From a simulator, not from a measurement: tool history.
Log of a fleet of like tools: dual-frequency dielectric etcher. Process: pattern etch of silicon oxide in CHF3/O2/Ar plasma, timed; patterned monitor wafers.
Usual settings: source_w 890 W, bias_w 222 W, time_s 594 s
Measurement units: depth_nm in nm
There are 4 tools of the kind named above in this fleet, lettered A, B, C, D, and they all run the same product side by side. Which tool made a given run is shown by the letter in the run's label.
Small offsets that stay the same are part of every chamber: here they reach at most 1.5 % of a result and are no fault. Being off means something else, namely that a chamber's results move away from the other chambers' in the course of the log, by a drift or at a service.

| run | hour | source_w | bias_w | time_s | hours since the last wet clean | hours since the last source power generator calibration | hours since the last bias power generator calibration | read-back reference wafer on the same gauge, depth_nm | depth_nm |
|---|---|---|---|---|---|---|---|---|---|
| 1A | 13.8 | 890 | 222 | 594 | 519.7 | 1562.9 | 841.1 | 1410.1 | 1465.8 |
| 2B | 26 | 890 | 222 | 594 | 54.5 | 1468.8 | 3718.5 | 1410.4 | 1475.6 |
| 3D | 33.1 | 890 | 222 | 594 | 149.9 | 1185.3 | 4571.6 | 1409.8 | 1463.5 |
| 4C | 40.4 | 890 | 222 | 594 | 632.2 | 2658.6 | 373.4 | 1410.3 | 1463 |
| 5B | 47 | 890 | 222 | 594 | 75.5 | 1489.8 | 3739.5 | 1410.4 | 1487.8 |
| 6C | 59.5 | 960 | 222 | 721 | 651.3 | 2677.7 | 392.5 | 1409.8 | 1831.9 |
| 7D | 74.4 | 960 | 222 | 721 | 191.2 | 1226.6 | 4612.9 | 1410.4 | 1826.1 |
|  | 75.9 | chamber C: wet clean of the chamber |
| 8A | 82.4 | 960 | 222 | 721 | 588.3 | 1631.5 | 909.7 | 1410.8 | 1839.5 |
| 9D | 97.4 | 960 | 222 | 721 | 214.2 | 1249.6 | 4635.9 | 1410.3 | 1833.3 |
| 10A | 104.6 | 890 | 222 | 594 | 610.5 | 1653.7 | 931.9 | 1409.8 | 1468.4 |
|  | 109 | chamber A: wet clean of the chamber |
| 11B | 115.9 | 890 | 222 | 594 | 144.4 | 1558.7 | 3808.4 | 1409.8 | 1482.9 |
| 12C | 129.7 | 890 | 222 | 594 | 53.8 | 2747.9 | 462.7 | 1409.8 | 1466.5 |
| 13D | 139.7 | 890 | 222 | 594 | 256.5 | 1291.9 | 4678.2 | 1410.3 | 1467.3 |
| 14A | 150.4 | 890 | 239 | 474.5 | 41.5 | 1699.5 | 977.7 | 1410.4 | 1201.5 |
| 15B | 160.3 | 890 | 239 | 474.5 | 188.8 | 1603.1 | 3852.8 | 1409.2 | 1211.8 |
|  | 163.2 | chamber D: bias power generator calibrated |
| 16C | 169.1 | 890 | 239 | 474.5 | 93.2 | 2787.3 | 502.1 | 1410.4 | 1204.7 |
| 17C | 177.5 | 890 | 239 | 474.5 | 101.6 | 2795.7 | 510.5 | 1409.6 | 1195.7 |
| 18A | 184.2 | 890 | 222 | 594 | 75.3 | 1733.3 | 1011.5 | 1409.7 | 1465.4 |
| 19B | 198.2 | 890 | 222 | 594 | 226.7 | 1641 | 3890.7 | 1410.7 | 1482.9 |
| 20D | 212.5 | 890 | 222 | 594 | 329.3 | 1364.7 | 49.3 | 1409.6 | 1459.5 |
| 21D | 219.6 | 890 | 222 | 594 | 336.4 | 1371.8 | 56.4 | 1410.8 | 1459.6 |
| 22C | 233 | 890 | 222 | 594 | 157.1 | 2851.2 | 566 | 1410.4 | 1467 |
| 23A | 245.1 | 790 | 275 | 594 | 136.2 | 1794.2 | 1072.4 | 1410.3 | 1514.4 |
| 24B | 253.5 | 790 | 275 | 594 | 282 | 1696.3 | 3946 | 1410.8 | 1530 |
| 25C | 260.4 | 790 | 275 | 594 | 184.5 | 2878.6 | 593.4 | 1409.8 | 1513.6 |
| 26B | 274.5 | 790 | 275 | 594 | 303 | 1717.3 | 3967 | 1409.6 | 1528.5 |
| 27D | 282.3 | 890 | 222 | 594 | 399.1 | 1434.5 | 119.1 | 1410.6 | 1456.8 |
| 28A | 292.1 | 890 | 222 | 594 | 183.2 | 1841.2 | 1119.4 | 1410.2 | 1470.2 |
| 29B | 305.1 | 890 | 222 | 594 | 333.6 | 1747.9 | 3997.6 | 1410.1 | 1480.9 |
| 30D | 317.7 | 780 | 222 | 594 | 434.5 | 1469.9 | 154.5 | 1410.7 | 1393.5 |
|  | 323.5 | chamber B: bias power generator calibrated |
| 31C | 330.4 | 780 | 222 | 594 | 254.5 | 2948.6 | 663.4 | 1410.5 | 1396.6 |
| 32A | 345.4 | 780 | 222 | 594 | 236.5 | 1894.5 | 1172.7 | 1410.1 | 1395.2 |
| 33B | 353.9 | 780 | 222 | 594 | 382.4 | 1796.7 | 30.5 | 1409.3 | 1409.2 |
|  | 354.3 | chamber C: source power generator calibrated |
| 34A | 364.4 | 890 | 222 | 594 | 255.5 | 1913.5 | 1191.7 | 1410.2 | 1466.5 |
| 35C | 378.3 | 890 | 222 | 594 | 302.4 | 24.1 | 711.3 | 1410.2 | 1467 |
| 36D | 387.5 | 890 | 185 | 594 | 504.3 | 1539.7 | 224.3 | 1410.3 | 1383.8 |
| 37C | 399 | 890 | 185 | 594 | 323.1 | 44.8 | 732 | 1410 | 1372.6 |
| 38A | 410.1 | 890 | 185 | 594 | 301.2 | 1959.2 | 1237.4 | 1410.1 | 1376.9 |
| 39B | 417.2 | 890 | 185 | 594 | 445.7 | 1860 | 93.8 | 1410.2 | 1390.5 |
|  | 424.5 | chamber D: wet clean of the chamber |
| 40D | 426.1 | 890 | 222 | 594 | 1.7 | 1578.3 | 262.9 | 1410.3 | 1458.4 |

Next, every chamber runs the same settings. What will each give?
| 41A | 437 | 810 | 222 | 594 |  |  |  |  | ? |
| 41B | 437 | 810 | 222 | 594 |  |  |  |  | ? |
| 41C | 437 | 810 | 222 | 594 |  |  |  |  | ? |
| 41D | 437 | 810 | 222 | 594 |  |  |  |  | ? |

| run | depth_nm |
|---|---|
| 41A | 1412.6 |
| 41B | 1429.6 |
| 41C | 1414.4 |
| 41D | 1413.2 |
